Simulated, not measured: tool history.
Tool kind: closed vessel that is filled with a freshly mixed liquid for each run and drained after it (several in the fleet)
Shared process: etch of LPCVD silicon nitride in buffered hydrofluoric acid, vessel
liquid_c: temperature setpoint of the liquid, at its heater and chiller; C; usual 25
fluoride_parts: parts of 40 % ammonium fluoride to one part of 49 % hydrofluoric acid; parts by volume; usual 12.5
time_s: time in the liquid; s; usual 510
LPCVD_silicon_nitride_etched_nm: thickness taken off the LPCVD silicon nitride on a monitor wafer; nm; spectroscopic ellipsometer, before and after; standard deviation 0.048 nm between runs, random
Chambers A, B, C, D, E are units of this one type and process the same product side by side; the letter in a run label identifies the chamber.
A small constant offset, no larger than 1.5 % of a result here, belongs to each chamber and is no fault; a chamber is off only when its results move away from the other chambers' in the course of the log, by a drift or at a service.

run	hour	liquid_c	fluoride_parts	time_s	hours since the thermometer was replaced	hours since the hydrofluoric acid flow meter was replaced	read-back film thickness of the LPCVD silicon nitride reference wafer, read on the same gauge (nm)	LPCVD_silicon_nitride_etched_nm
1E	3.9	25	12.5	510	1067.1	584	50.01	6.203
2A	6.2	25	12.5	510	1671.3	795.5	49.99	6.2337
3D	9.5	25	12.5	510	762.9	1014.2	49.996	6.3927
4C	12	25	12.5	510	702.8	1834.2	50.062	6.1493
5B	15.3	25	12.5	510	292.3	693.2	50.031	6.1379
6B	20.1	25	12.5	510	297.1	698	50.035	6.322
7E	23.8	25	12.5	510	1087	603.9	49.962	6.2226
8D	26	25	12.5	510	779.4	1030.7	49.975	6.3652
9A	29.6	25	12.5	510	1694.7	818.9	50.033	6.295
10C	34.1	25	12.5	510	724.9	1856.3	50.001	6.166
11B	39	25	12.5	510	316	716.9	49.964	6.1962
12D	43.5	25	12.5	415	796.9	1048.2	50.026	5.0882
13A	47.5	25	12.5	415	1712.6	836.8	49.999	5.0518
14E	51.7	25	12.5	415	1114.9	631.8	49.989	5.0408
15C	54	25	12.5	415	744.8	1876.2	49.946	5.0589
16D	57.1	25	12.5	415	810.5	1061.8	49.957	5.1508
17E	60.3	25	12.5	510	1123.5	640.4	49.936	6.2729
18C	62.8	25	12.5	510	753.6	1885	49.995	6.3044
19B	65.6	25	12.5	510	342.6	743.5	49.972	6.2099
20A	68.5	25	12.5	510	1733.6	857.8	50.015	6.006
21C	72.8	21	15.5	510	763.6	1895	50.007	3.9765
22D	75	21	15.5	510	828.4	1079.7	50.053	4.0777
23A	78	21	15.5	510	1743.1	867.3	50.002	3.7956
# hour 79.2: chamber B: hydrofluoric acid flow meter replaced
24B	81	21	15.5	510	358	1.8	50.004	4.0176
25E	85	21	15.5	510	1148.2	665.1	50.023	4.0534
26E	89.8	25	15.5	510	1153	669.9	50.004	4.9953
27D	92	25	15.5	510	845.4	1096.7	49.983	5.0839
28C	94.7	25	15.5	510	785.5	1916.9	49.997	5.0166
# hour 96: chamber C: hydrofluoric acid flow meter replaced
29B	99.1	25	15.5	510	376.1	19.9	49.981	5.0674
30A	103	25	15.5	510	1768.1	892.3	49.998	4.6302
31D	107.2	21.5	12.5	365	860.6	1111.9	50.016	3.7086
32C	111.8	21.5	12.5	365	802.6	15.9	50.02	3.6699
33B	116.3	21.5	12.5	365	393.3	37.1	49.974	3.7021
34A	118.7	21.5	12.5	365	1783.8	908	49.983	3.3119
35E	121.2	21.5	12.5	365	1184.4	701.3	49.979	3.6944

Each of the 5 chambers runs these same settings next. Fill in every chamber's results:
36A	124.9	25	12.5	510				?
36B	124.9	25	12.5	510				?
36C	124.9	25	12.5	510				?
36D	124.9	25	12.5	510				?
36E	124.9	25	12.5	510				?

run	LPCVD_silicon_nitride_etched_nm
36A	5.5469
36B	6.2257
36C	6.2143
36D	6.3163
36E	6.2739

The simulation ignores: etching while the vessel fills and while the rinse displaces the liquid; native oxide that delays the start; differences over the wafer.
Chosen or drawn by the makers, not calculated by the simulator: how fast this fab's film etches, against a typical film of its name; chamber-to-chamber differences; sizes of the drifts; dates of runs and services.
